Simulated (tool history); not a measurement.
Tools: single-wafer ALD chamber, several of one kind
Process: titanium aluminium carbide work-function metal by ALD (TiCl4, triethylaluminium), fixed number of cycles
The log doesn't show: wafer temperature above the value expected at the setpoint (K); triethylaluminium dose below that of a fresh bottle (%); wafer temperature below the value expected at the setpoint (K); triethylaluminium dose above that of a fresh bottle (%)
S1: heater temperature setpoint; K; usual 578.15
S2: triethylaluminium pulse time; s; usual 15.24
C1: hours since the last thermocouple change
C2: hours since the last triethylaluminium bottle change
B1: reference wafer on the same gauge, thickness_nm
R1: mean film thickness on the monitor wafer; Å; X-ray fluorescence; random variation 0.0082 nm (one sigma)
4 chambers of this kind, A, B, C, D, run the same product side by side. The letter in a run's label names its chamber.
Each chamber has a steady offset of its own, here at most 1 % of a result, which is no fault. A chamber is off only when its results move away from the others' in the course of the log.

run   hour      S1     S2      C1      C2      B1      R1
 1C   12.0  578.15  15.24  1460.3   814.2  2.2097  21.080
 2A   27.0  578.15  15.24    90.3   602.4  2.2075  20.973
 3D   38.1  578.15  15.24   527.9   378.9  2.2119  20.903
 4B   47.0  578.15  15.24  1732.6   695.4  2.2112  21.241
 5C   55.8  578.15  15.24  1504.1   858.0  2.2077  20.894
 6A   66.4  578.15  15.24   129.7   641.8  2.2106  20.888
 7B   78.4  578.15  15.24  1764.0   726.8  2.2097  21.309
 8D   87.5  578.15  15.24   577.3   428.3  2.2108  21.001
 9A   94.9  578.15  15.24   158.2   670.3  2.2104  20.788
10B  108.6  578.15   9.56  1794.2   757.0  2.2119  20.400
11C  123.9  578.15   9.56  1572.2   926.1  2.2119  20.478
12D  137.3  578.15   9.56   627.1   478.1  2.2094  20.189
13A  149.1  578.15   9.56   212.4   724.5  2.2091  19.987
14B  158.7  578.15  15.24  1844.3   807.1  2.2090  21.165
15C  169.5  578.15  15.24  1617.8   971.7  2.2101  21.081
     174.4  -- chamber A: triethylaluminium bottle replaced
16D  180.6  578.15  15.24   670.4   521.4  2.2105  20.738
17B  194.6  578.15  15.24  1880.2   843.0  2.2087  21.203
18A  204.4  578.15  15.24   267.7    30.0  2.2094  20.888
19C  215.0  578.15  15.24  1663.3  1017.2  2.2108  21.182
20D  228.7  578.15  15.24   718.5   569.5  2.2102  20.854
21A  239.8  578.15  15.24   303.1    65.4  2.2126  20.918
22B  250.9  578.15  15.24  1936.5   899.3  2.2104  21.183
23D  257.9  578.15  15.24   747.7   598.7  2.2098  20.906
24C  270.1  578.15  15.24  1718.4  1072.3  2.2086  21.003
25A  278.2  585.15  15.24   341.5   103.8  2.2100  21.499
26B  288.9  585.15  15.24  1974.5   937.3  2.2094  21.788
27D  296.9  585.15  15.24   786.7   637.7  2.2117  21.449
28C  308.4  585.15  15.24  1756.7  1110.6  2.2106  21.570
29C  319.7  578.15  15.24  1768.0  1121.9  2.2100  21.188
30A  329.1  578.15  15.24   392.4   154.7  2.2077  20.908
31B  341.0  578.15  15.24  2026.6   989.4  2.2102  21.294
32D  351.4  578.15  15.24   841.2   692.2  2.2103  20.971
33B  362.9  578.15  15.24  2048.5  1011.3  2.2094  21.158
34C  374.6  578.15  15.24  1822.9  1176.8  2.2124  21.048
     374.9  -- chamber D: triethylaluminium bottle replaced
35A  384.7  578.15  15.24   448.0   210.3  2.2101  20.979
     396.3  -- chamber B: thermocouple changed; heater temperature recalibrated
36D  397.6  578.15  15.24   887.4    22.8  2.2094  21.059
37A  404.3  578.15  15.24   467.6   229.9  2.2107  20.960
38C  419.5  578.15  15.24  1867.8  1221.7  2.2086  21.128
39D  432.0  578.15  15.24   921.8    57.2  2.2091  20.986
40B  444.7  578.15  15.24    48.4  1093.1  2.2106  21.274

All 4 chambers run these settings next. Forecast each chamber's results:
41A  455.8  578.15  15.24               ?
41B  455.8  578.15  15.24               ?
41C  455.8  578.15  15.24               ?
41D  455.8  578.15  15.24               ?

run      R1
41A  20.845
41B  21.158
41C  21.046
41D  21.000
